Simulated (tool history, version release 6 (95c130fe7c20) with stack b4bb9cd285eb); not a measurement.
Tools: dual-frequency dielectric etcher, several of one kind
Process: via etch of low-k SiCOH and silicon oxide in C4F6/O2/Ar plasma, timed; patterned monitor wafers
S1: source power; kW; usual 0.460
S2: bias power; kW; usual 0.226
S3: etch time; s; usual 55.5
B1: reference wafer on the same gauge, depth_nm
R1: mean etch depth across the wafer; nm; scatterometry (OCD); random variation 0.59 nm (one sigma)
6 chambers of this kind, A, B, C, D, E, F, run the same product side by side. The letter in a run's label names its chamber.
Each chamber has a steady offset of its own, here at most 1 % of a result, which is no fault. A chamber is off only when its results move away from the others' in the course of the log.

| run | hour | S1 | S2 | S3 | B1 | R1 |
|---|---|---|---|---|---|---|
| 1F | 8.9 | 0.460 | 0.226 | 55.5 | 184.03 | 165.42 |
| 2E | 17.8 | 0.460 | 0.226 | 55.5 | 184.09 | 164.10 |
| 3C | 23.1 | 0.460 | 0.226 | 55.5 | 183.91 | 164.60 |
| 4A | 30.8 | 0.460 | 0.226 | 55.5 | 184.07 | 166.07 |
| 5B | 36.6 | 0.510 | 0.226 | 40.5 | 183.89 | 125.05 |
| 6D | 41.2 | 0.510 | 0.226 | 40.5 | 183.97 | 123.88 |
| 7F | 49.1 | 0.510 | 0.226 | 40.5 | 184.01 | 124.86 |
| 8C | 55.4 | 0.510 | 0.226 | 40.5 | 184.04 | 124.70 |
| 9E | 61.6 | 0.510 | 0.226 | 40.5 | 184.12 | 124.15 |
|  | 64.2 | chamber A: source power generator calibrated |
| 10D | 69.0 | 0.510 | 0.226 | 40.5 | 184.04 | 123.49 |
| 11B | 76.5 | 0.460 | 0.226 | 61.5 | 184.06 | 181.99 |
|  | 81.4 | chamber D: wet clean of the chamber |
| 12A | 85.7 | 0.460 | 0.226 | 61.5 | 183.93 | 182.96 |
| 13A | 94.6 | 0.460 | 0.226 | 61.5 | 183.93 | 182.02 |
| 14E | 101.1 | 0.460 | 0.226 | 61.5 | 183.89 | 182.38 |
| 15B | 111.1 | 0.460 | 0.226 | 61.5 | 184.12 | 183.36 |
| 16C | 119.8 | 0.460 | 0.226 | 61.5 | 184.05 | 182.36 |
| 17F | 125.4 | 0.460 | 0.226 | 55.5 | 184.05 | 162.94 |
| 18D | 134.7 | 0.460 | 0.226 | 55.5 | 183.97 | 163.24 |
| 19A | 142.1 | 0.460 | 0.226 | 68.0 | 184.04 | 202.73 |
|  | 144.0 | chamber A: wet clean of the chamber |
| 20B | 150.9 | 0.460 | 0.226 | 68.0 | 184.26 | 201.78 |
| 21C | 157.8 | 0.460 | 0.226 | 68.0 | 184.20 | 202.43 |
| 22E | 167.8 | 0.460 | 0.226 | 68.0 | 183.95 | 201.59 |
| 23F | 173.7 | 0.460 | 0.226 | 68.0 | 183.93 | 200.84 |
| 24D | 181.1 | 0.460 | 0.226 | 68.0 | 184.02 | 198.95 |
| 25B | 189.0 | 0.400 | 0.226 | 61.0 | 183.95 | 171.32 |
|  | 196.5 | chamber B: bias power generator calibrated |
| 26F | 197.4 | 0.400 | 0.226 | 61.0 | 183.93 | 171.41 |
|  | 202.4 | chamber F: wet clean of the chamber |
| 27A | 204.9 | 0.400 | 0.226 | 61.0 | 183.80 | 172.47 |
| 28E | 211.1 | 0.400 | 0.226 | 61.0 | 184.01 | 171.79 |
| 29D | 216.7 | 0.400 | 0.226 | 61.0 | 183.99 | 169.93 |
| 30C | 222.4 | 0.400 | 0.226 | 61.0 | 184.16 | 171.74 |
| 31E | 227.6 | 0.460 | 0.226 | 55.5 | 183.88 | 164.77 |
| 32A | 237.0 | 0.460 | 0.226 | 55.5 | 184.08 | 164.52 |
| 33F | 242.3 | 0.460 | 0.226 | 55.5 | 184.03 | 169.23 |
| 34D | 249.7 | 0.460 | 0.226 | 55.5 | 184.02 | 161.90 |
| 35B | 256.7 | 0.460 | 0.226 | 55.5 | 184.06 | 165.67 |
| 36C | 262.4 | 0.460 | 0.226 | 55.5 | 183.90 | 164.98 |
| 37E | 269.9 | 0.460 | 0.226 | 55.5 | 183.98 | 163.76 |
| 38C | 276.7 | 0.460 | 0.226 | 55.5 | 184.13 | 164.43 |
| 39A | 286.4 | 0.370 | 0.173 | 55.5 | 183.88 | 139.90 |
| 40D | 295.6 | 0.370 | 0.173 | 55.5 | 184.05 | 138.47 |
| 41B | 305.4 | 0.370 | 0.173 | 55.5 | 183.95 | 139.17 |
| 42F | 311.4 | 0.370 | 0.173 | 55.5 | 183.97 | 143.33 |

Next, every chamber runs the same settings. What will each give?
| 43A | 318.7 | 0.460 | 0.226 | 55.5 |  | ? |
| 43B | 318.7 | 0.460 | 0.226 | 55.5 |  | ? |
| 43C | 318.7 | 0.460 | 0.226 | 55.5 |  | ? |
| 43D | 318.7 | 0.460 | 0.226 | 55.5 |  | ? |
| 43E | 318.7 | 0.460 | 0.226 | 55.5 |  | ? |
| 43F | 318.7 | 0.460 | 0.226 | 55.5 |  | ? |

| run | R1 |
|---|---|
| 43A | 164.99 |
| 43B | 164.54 |
| 43C | 163.88 |
| 43D | 163.25 |
| 43E | 163.32 |
| 43F | 168.41 |
